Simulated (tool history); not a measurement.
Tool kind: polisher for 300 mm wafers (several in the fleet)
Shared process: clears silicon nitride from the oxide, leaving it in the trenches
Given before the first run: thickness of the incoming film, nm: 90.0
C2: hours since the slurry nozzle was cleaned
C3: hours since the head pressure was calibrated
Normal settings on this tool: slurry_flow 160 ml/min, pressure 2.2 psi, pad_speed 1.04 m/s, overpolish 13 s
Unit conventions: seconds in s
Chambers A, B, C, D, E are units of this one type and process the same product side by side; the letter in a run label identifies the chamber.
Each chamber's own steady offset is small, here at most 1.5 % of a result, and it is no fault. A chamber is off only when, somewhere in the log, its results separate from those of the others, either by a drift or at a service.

At hour 0.5: chamber C: slurry nozzle cleaned.
At hour 3.7: chamber D: worn pad replaced by a new one.
Run 1B, hour 7.9: usual settings; wafers polished on this pad 592; C2 269.1; C3 425.2. Result: seconds 130.720 s.
Run 2A, hour 12.8: usual settings; wafers polished on this pad 1451; C2 151.8; C3 125.8. Result: seconds 126.560 s.
At hour 16.7: chamber B: worn pad replaced by a new one.
Run 3C, hour 18.2: usual settings; wafers polished on this pad 787; C2 17.8; C3 294.0. Result: seconds 128.540 s.
Run 4E, hour 26.8: usual settings; wafers polished on this pad 317; C2 213.2; C3 656.0. Result: seconds 128.140 s.
Run 5D, hour 35.1: usual settings; wafers polished on this pad 241; C2 480.3; C3 378.1. Result: seconds 126.160 s.
At hour 41.5: chamber A: worn pad replaced by a new one.
Run 6E, hour 41.6: usual settings; wafers polished on this pad 431; C2 228.0; C3 670.8. Result: seconds 127.590 s.
Run 7A, hour 50.5: usual settings; wafers polished on this pad 69; C2 189.5; C3 163.5. Result: seconds 126.510 s.
Run 8C, hour 59.6: usual settings; wafers polished on this pad 1105; C2 59.2; C3 335.4. Result: seconds 128.660 s.
Run 9B, hour 67.3: usual settings but pad_speed 1.38 m/s; wafers polished on this pad 389; C2 328.5; C3 484.6. Result: seconds 97.582 s.
At hour 69.0: chamber C: worn pad replaced by a new one.
At hour 69.7: chamber D: worn pad replaced by a new one.
Run 10D, hour 77.3: usual settings but pad_speed 1.38 m/s; wafers polished on this pad 58; C2 522.5; C3 420.3. Result: seconds 92.964 s.
Run 11A, hour 85.0: usual settings but pad_speed 1.38 m/s; wafers polished on this pad 334; C2 224.0; C3 198.0. Result: seconds 95.848 s.
At hour 85.5: chamber B: worn pad replaced by a new one.
Run 12D, hour 90.9: usual settings but pad_speed 1.38 m/s; wafers polished on this pad 163; C2 536.1; C3 433.9. Result: seconds 96.760 s.
At hour 98.1: chamber D: head pressure recalibrated.
Run 13C, hour 100.6: usual settings but pad_speed 1.38 m/s; wafers polished on this pad 243; C2 100.2; C3 376.4. Result: seconds 97.419 s.
Run 14E, hour 105.5: usual settings but slurry_flow 120 ml/min, pad_speed 1.20 m/s; wafers polished on this pad 923; C2 291.9; C3 734.7. Result: seconds 115.200 s.
Run 15B, hour 111.4: usual settings but slurry_flow 120 ml/min, pad_speed 1.20 m/s; wafers polished on this pad 200; C2 372.6; C3 528.7. Result: seconds 116.210 s.
Run 16D, hour 117.4: usual settings but slurry_flow 120 ml/min, pad_speed 1.20 m/s; wafers polished on this pad 367; C2 562.6; C3 19.3. Result: seconds 114.740 s.
Run 17E, hour 125.2: usual settings but slurry_flow 120 ml/min, pad_speed 1.20 m/s; wafers polished on this pad 1074; C2 311.6; C3 754.4. Result: seconds 117.040 s.
Run 18C, hour 133.3: usual settings but slurry_flow 120 ml/min, pad_speed 1.20 m/s; wafers polished on this pad 495; C2 132.9; C3 409.1. Result: seconds 117.350 s.
At hour 136.5: chamber E: worn pad replaced by a new one.
At hour 140.8: chamber D: worn pad replaced by a new one.
Run 19B, hour 141.8: usual settings; wafers polished on this pad 433; C2 403.0; C3 559.1. Result: seconds 126.730 s.
Run 20A, hour 150.2: usual settings; wafers polished on this pad 836; C2 289.2; C3 263.2. Result: seconds 126.260 s.
Run 21B, hour 155.3: usual settings but slurry_flow 105 ml/min, overpolish 7 s; wafers polished on this pad 537; C2 416.5; C3 572.6. Result: seconds 139.510 s.
At hour 157.5: chamber C: head pressure recalibrated.
At hour 159.6: chamber D: slurry nozzle cleaned.
At hour 159.7: chamber A: slurry nozzle cleaned.
Run 22A, hour 162.8: usual settings but slurry_flow 105 ml/min, overpolish 7 s; wafers polished on this pad 933; C2 3.2; C3 275.8. Result: seconds 140.010 s.
At hour 170.0: chamber B: worn pad replaced by a new one.
Run 23E, hour 173.1: usual settings but slurry_flow 105 ml/min, overpolish 7 s; wafers polished on this pad 281; C2 359.5; C3 802.3. Result: seconds 135.780 s.
Run 24D, hour 178.0: usual settings but slurry_flow 105 ml/min, overpolish 7 s; wafers polished on this pad 286; C2 18.4; C3 79.9. Result: seconds 139.100 s.
Run 25C, hour 184.5: usual settings but slurry_flow 105 ml/min, overpolish 7 s; wafers polished on this pad 889; C2 184.1; C3 27.0. Result: seconds 141.910 s.
Run 26E, hour 190.5: usual settings but slurry_flow 200 ml/min, pressure 2.0 psi; wafers polished on this pad 415; C2 376.9; C3 819.7. Result: seconds 134.830 s.
At hour 190.7: chamber C: slurry nozzle cleaned.
Run 27D, hour 201.2: usual settings but slurry_flow 200 ml/min, pressure 2.0 psi; wafers polished on this pad 465; C2 41.6; C3 103.1. Result: seconds 131.640 s.
At hour 202.9: chamber D: worn pad replaced by a new one.
Run 28A, hour 209.5: usual settings but slurry_flow 200 ml/min, pressure 2.0 psi; wafers polished on this pad 1292; C2 49.9; C3 322.5. Result: seconds 136.120 s.
At hour 211.8: chamber A: worn pad replaced by a new one.
At hour 214.5: chamber C: worn pad replaced by a new one.
Run 29C, hour 215.3: usual settings but slurry_flow 200 ml/min, pressure 2.0 psi; wafers polished on this pad 6; C2 24.6; C3 57.8. Result: seconds 133.900 s.
Run 30B, hour 225.3: usual settings but slurry_flow 200 ml/min, pressure 2.0 psi; wafers polished on this pad 426; C2 486.5; C3 642.6. Result: seconds 134.050 s.
Run 31A, hour 231.3: usual settings but pad_speed 1.24 m/s; wafers polished on this pad 150; C2 71.7; C3 344.3. Result: seconds 107.870 s.
Run 32E, hour 237.0: usual settings but pad_speed 1.24 m/s; wafers polished on this pad 773; C2 423.4; C3 866.2. Result: seconds 107.460 s.
Run 33C, hour 245.0: usual settings but pad_speed 1.24 m/s; wafers polished on this pad 235; C2 54.3; C3 87.5. Result: seconds 105.860 s.
Run 34D, hour 250.6: usual settings but pad_speed 1.24 m/s; wafers polished on this pad 367; C2 91.0; C3 152.5. Result: seconds 106.070 s.
At hour 251.9: chamber B: worn pad replaced by a new one.
Run 35B, hour 258.2: usual settings but pad_speed 1.24 m/s; wafers polished on this pad 49; C2 519.4; C3 675.5. Result: seconds 104.630 s.
At hour 262.3: chamber D: worn pad replaced by a new one.
Run 36A, hour 266.9: usual settings; wafers polished on this pad 424; C2 107.3; C3 379.9. Result: seconds 126.990 s.
Run 37D, hour 277.7: usual settings; wafers polished on this pad 118; C2 118.1; C3 179.6. Result: seconds 123.420 s.
Run 38B, hour 284.2: usual settings but overpolish 10 s; wafers polished on this pad 249; C2 545.4; C3 701.5. Result: seconds 123.200 s.
Run 39C, hour 289.0: usual settings but overpolish 10 s; wafers polished on this pad 573; C2 98.3; C3 131.5. Result: seconds 124.790 s.
Run 40E, hour 294.3: usual settings but overpolish 10 s; wafers polished on this pad 1214; C2 480.7; C3 923.5. Result: seconds 124.250 s.
At hour 294.9: chamber E: worn pad replaced by a new one.
Run 41E, hour 302.8: usual settings but overpolish 10 s; wafers polished on this pad 61; C2 489.2; C3 932.0. Result: seconds 129.660 s.
Run 42D, hour 308.2: usual settings but overpolish 10 s; wafers polished on this pad 353; C2 148.6; C3 210.1. Result: seconds 124.600 s.
Run 43B, hour 314.7: usual settings; wafers polished on this pad 483; C2 575.9; C3 732.0. Result: seconds 130.010 s.

Decide between three cases: one chamber stands off from its peers, the gauge reading all wafers drifts, or nothing is wrong past each chamber's small offset. Where a chamber is off, say which and what most likely put it there.

Nothing is wrong: each chamber keeps only its own small, steady offset and the gauge holds still.

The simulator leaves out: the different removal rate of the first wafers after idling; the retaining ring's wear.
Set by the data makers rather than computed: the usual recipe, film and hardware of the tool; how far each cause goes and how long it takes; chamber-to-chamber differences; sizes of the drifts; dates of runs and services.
